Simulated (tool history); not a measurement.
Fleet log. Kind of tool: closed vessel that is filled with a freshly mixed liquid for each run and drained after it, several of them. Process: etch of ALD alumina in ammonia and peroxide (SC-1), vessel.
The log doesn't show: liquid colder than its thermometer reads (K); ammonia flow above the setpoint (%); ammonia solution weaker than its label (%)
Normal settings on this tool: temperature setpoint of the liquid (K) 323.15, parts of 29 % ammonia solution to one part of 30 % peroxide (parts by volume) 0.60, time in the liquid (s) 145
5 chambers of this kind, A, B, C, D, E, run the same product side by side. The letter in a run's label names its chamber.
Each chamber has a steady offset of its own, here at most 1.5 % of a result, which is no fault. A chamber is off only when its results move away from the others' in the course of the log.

run	hour	temperature setpoint of the liquid (K)	parts of 29 % ammonia solution to one part of 30 % peroxide (parts by volume)	time in the liquid (s)	hours since the thermometer was replaced	hours since the ammonia flow meter was replaced	hours since the drum of ammonia solution was connected	read-back film thickness of the ALD alumina reference wafer, read on the same gauge (nm)	thickness taken off the ALD alumina on a monitor wafer (Å)
1D	6.3	323.15	0.60	145	1296.6	935.2	467.9	149.99	77.836
2A	13.4	323.15	0.60	145	1954.6	837.2	413.4	149.99	75.359
3C	25.1	323.15	0.60	145	672.5	1137.2	337.2	150.01	77.029
4E	33.2	323.15	0.60	145	1637.7	1159.5	37.5	150.00	76.659
5B	42.1	323.15	0.60	145	1619.6	778.9	1269.4	149.98	76.754
6D	48.6	323.15	0.60	145	1338.9	977.5	510.2	149.99	77.266
# hour 49.0: chamber B: new drum of ammonia solution connected
7C	59.5	323.15	0.60	145	706.9	1171.6	371.6	149.98	76.302
8B	65.5	323.15	0.60	145	1643.0	802.3	16.6	150.00	77.110
9E	77.0	323.15	0.60	145	1681.5	1203.3	81.3	150.02	76.772
10A	83.1	323.15	0.60	145	2024.3	906.9	483.1	149.97	76.639
11A	90.0	323.15	0.60	145	2031.2	913.8	490.0	149.98	76.436
12E	98.6	323.15	0.60	145	1703.1	1224.9	102.9	150.01	76.649
# hour 109.7: chamber C: ammonia flow meter replaced
13C	110.3	323.15	0.60	145	757.7	0.7	422.4	149.98	75.654
14B	116.3	323.15	0.60	145	1693.8	853.1	67.4	150.01	76.958
# hour 122.8: chamber A: ammonia flow meter replaced
15D	127.9	323.15	0.60	145	1418.2	1056.8	589.5	150.02	78.013
16C	135.1	323.15	0.60	145	782.5	25.5	447.2	150.00	75.202
17B	143.0	318.65	0.60	145	1720.5	879.8	94.1	150.01	59.911
18D	150.2	318.65	0.60	145	1440.5	1079.1	611.8	150.00	60.286
19A	157.6	318.65	0.60	145	2098.8	34.8	557.6	149.99	59.584
20E	164.7	318.65	0.60	145	1769.2	1291.0	169.0	149.99	59.049
21C	176.7	318.65	0.60	145	824.1	67.1	488.8	150.00	57.885
22B	186.6	323.15	0.60	145	1764.1	923.4	137.7	150.02	76.188
23A	194.7	319.15	0.85	145	2135.9	71.9	594.7	150.00	63.701
# hour 197.5: chamber A: new drum of ammonia solution connected
24D	203.0	319.15	0.85	145	1493.3	1131.9	664.6	149.99	63.881
25E	208.9	319.15	0.85	145	1813.4	1335.2	213.2	150.00	62.909
26B	215.4	319.15	0.85	145	1792.9	952.2	166.5	150.00	63.122
27D	223.3	319.15	0.85	145	1513.6	1152.2	684.9	149.99	63.948
28A	229.5	323.15	0.60	145	2170.7	106.7	32.1	149.99	76.046
# hour 236.9: chamber E: thermometer replaced
29E	242.2	323.15	0.60	145	5.4	1368.5	246.5	150.02	76.375
30C	248.3	323.15	0.60	145	895.7	138.7	560.4	150.01	72.572

Decide between three cases: one chamber stands off from its peers, the gauge reading all wafers drifts, or nothing is wrong past each chamber's small offset. Where a chamber is off, say which and what most likely put it there.

One chamber, C, drifts off from the rest bit by bit.
Most likely cause: liquid colder than its thermometer reads (K) = 0.922.

Here are 4 candidates for chamber C's next run, each the usual settings with a change, their results left as question marks. Which one brings its results back in line with what the others give on the usual settings?
A result is in line if it is within this distance of the other chambers' mean on the usual settings: thickness taken off the ALD alumina on a monitor wafer (Å) 1.500
31C-1	257.6	323.15	0.50	145					?
31C-2	257.6	323.65	0.60	145					?
31C-3	257.6	323.65	0.60	150					?
31C-4	257.6	322.15	0.60	145					?

What the other chambers average on the usual settings: thickness taken off the ALD alumina on a monitor wafer (Å) 76.749
run	thickness taken off the ALD alumina on a monitor wafer (Å)
31C-1	71.257
31C-2	74.504
31C-3	77.073
31C-4	68.635
31C-3 puts the chamber back in line with the other chambers.
